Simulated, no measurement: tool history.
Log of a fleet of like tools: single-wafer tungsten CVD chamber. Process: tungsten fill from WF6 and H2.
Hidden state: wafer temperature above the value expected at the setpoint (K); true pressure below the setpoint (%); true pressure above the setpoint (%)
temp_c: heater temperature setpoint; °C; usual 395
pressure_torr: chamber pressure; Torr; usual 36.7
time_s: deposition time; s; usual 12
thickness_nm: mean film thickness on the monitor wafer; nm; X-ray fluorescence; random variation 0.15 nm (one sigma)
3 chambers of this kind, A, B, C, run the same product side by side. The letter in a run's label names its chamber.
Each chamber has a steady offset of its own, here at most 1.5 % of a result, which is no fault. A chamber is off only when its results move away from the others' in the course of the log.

run,hour,temp_c,pressure_torr,time_s,hours since the last thermocouple change,hours since the last manometer calibration,"read-back reference wafer on the same gauge, thickness_nm",thickness_nm
1C,7,395,36.7,12,1261.7,1769.1,29.487,34.279
2B,14.2,395,36.7,12,2173.8,1353.7,29.504,34.68
3A,22.4,395,36.7,12,1400.2,629.8,29.504,34.735
4A,29.1,395,36.7,12,1406.9,636.5,29.517,34.909
5C,33.6,395,36.7,10,1288.3,1795.7,29.48,28.555
6B,43.1,395,36.7,10,2202.7,1382.6,29.503,28.699
7A,53.5,395,36.7,10,1431.3,660.9,29.498,29.09
8C,59.9,395,36.7,12,1314.6,1822,29.469,34.444
9B,65.5,395,36.7,12,2225.1,1405,29.514,34.631
10C,70.5,395,36.7,12,1325.2,1832.6,29.519,34.429
11A,79.7,395,36.7,12,1457.5,687.1,29.503,34.714
12B,85.6,395,36.7,12,2245.2,1425.1,29.521,35.082
13B,93.9,395,39.4,13.8,2253.5,1433.4,29.499,41.062
14C,102.5,395,39.4,13.8,1357.2,1864.6,29.513,40.908
15A,108.1,395,39.4,13.8,1485.9,715.5,29.493,41.639
16A,117.4,395,36.7,12,1495.2,724.8,29.534,34.703
17C,122.4,395,36.7,12,1377.1,1884.5,29.489,34.475
18B,132.4,395,36.7,12,2292,1471.9,29.504,34.806
19A,139.7,395,36.7,12,1517.5,747.1,29.523,34.633
# hour 148.9: chamber C: thermocouple changed; heater temperature recalibrated
20B,150.1,395,36.7,12,2309.7,1489.6,29.538,34.609
21C,159,395,36.7,12,10.2,1921.1,29.481,35.859
22A,167.7,395,36.7,12,1545.5,775.1,29.512,34.72
23B,172.8,395,36.7,12,2332.4,1512.3,29.539,34.682
24C,179,395,36.7,12,30.2,1941.1,29.525,35.34
# hour 184.3: chamber B: thermocouple changed; heater temperature recalibrated
25C,185.2,395,36.7,12,36.4,1947.3,29.5,35.736
26B,195.7,395,36.7,12,11.5,1535.2,29.483,34.828
27A,204.8,408,36.7,12.9,1582.6,812.2,29.497,47.025
28A,211.8,408,36.7,12.9,1589.6,819.2,29.525,46.937
29C,216.8,408,36.7,12.9,68,1978.9,29.54,48.317
30B,221.7,395,40.4,10.2,37.5,1561.2,29.499,30.804
31B,231.8,395,40.4,10.2,47.6,1571.3,29.513,30.61
32A,239.1,395,40.4,10.2,1616.9,846.5,29.486,30.712
33C,248.6,402,36.7,12,99.8,2010.7,29.472,40.811
34A,255.3,402,36.7,12,1633.1,862.7,29.477,39.385
35B,262.4,402,36.7,12,78.2,1601.9,29.505,39.538
36C,272.1,395,36.7,12,123.3,2034.2,29.507,35.631
37B,280.2,395,36.7,12,96,1619.7,29.504,34.66
38C,289.7,395,36.7,12,140.9,2051.8,29.486,35.836
39A,294.8,395,36.7,12,1672.6,902.2,29.526,34.834
40C,305.3,395,45.4,10.9,156.5,2067.4,29.503,35.79
41B,313.1,395,45.4,10.9,128.9,1652.6,29.504,34.459
42A,323,395,45.4,10.9,1700.8,930.4,29.516,34.818

What goes on in this fleet: one chamber off, a drifting gauge, or nothing beyond the chambers' own small offsets? Name the chamber and the cause, if any.

A service left chamber C off against the others.
Cause: wafer temperature above the value expected at the setpoint (K) = 1.97.

Here are 4 candidates for chamber C's next run, each the usual settings with a change, their results left as question marks. Which one brings its results back in line with what the others give on the usual settings?
In line means no further than this from the other chambers' mean on the usual settings: thickness_nm 0.54 nm
43C-1,330.6,397,37.1,12.2,,,,?
43C-2,330.6,394,36.7,11.9,,,,?
43C-3,330.6,396,36.7,12.1,,,,?
43C-4,330.6,395,32.5,12,,,,?

The other chambers' mean on the usual settings: thickness_nm 34.757 nm
run,thickness_nm
43C-1,37.793
43C-2,34.659
43C-3,36.598
43C-4,33.624
43C-2 brings the chamber back in line.

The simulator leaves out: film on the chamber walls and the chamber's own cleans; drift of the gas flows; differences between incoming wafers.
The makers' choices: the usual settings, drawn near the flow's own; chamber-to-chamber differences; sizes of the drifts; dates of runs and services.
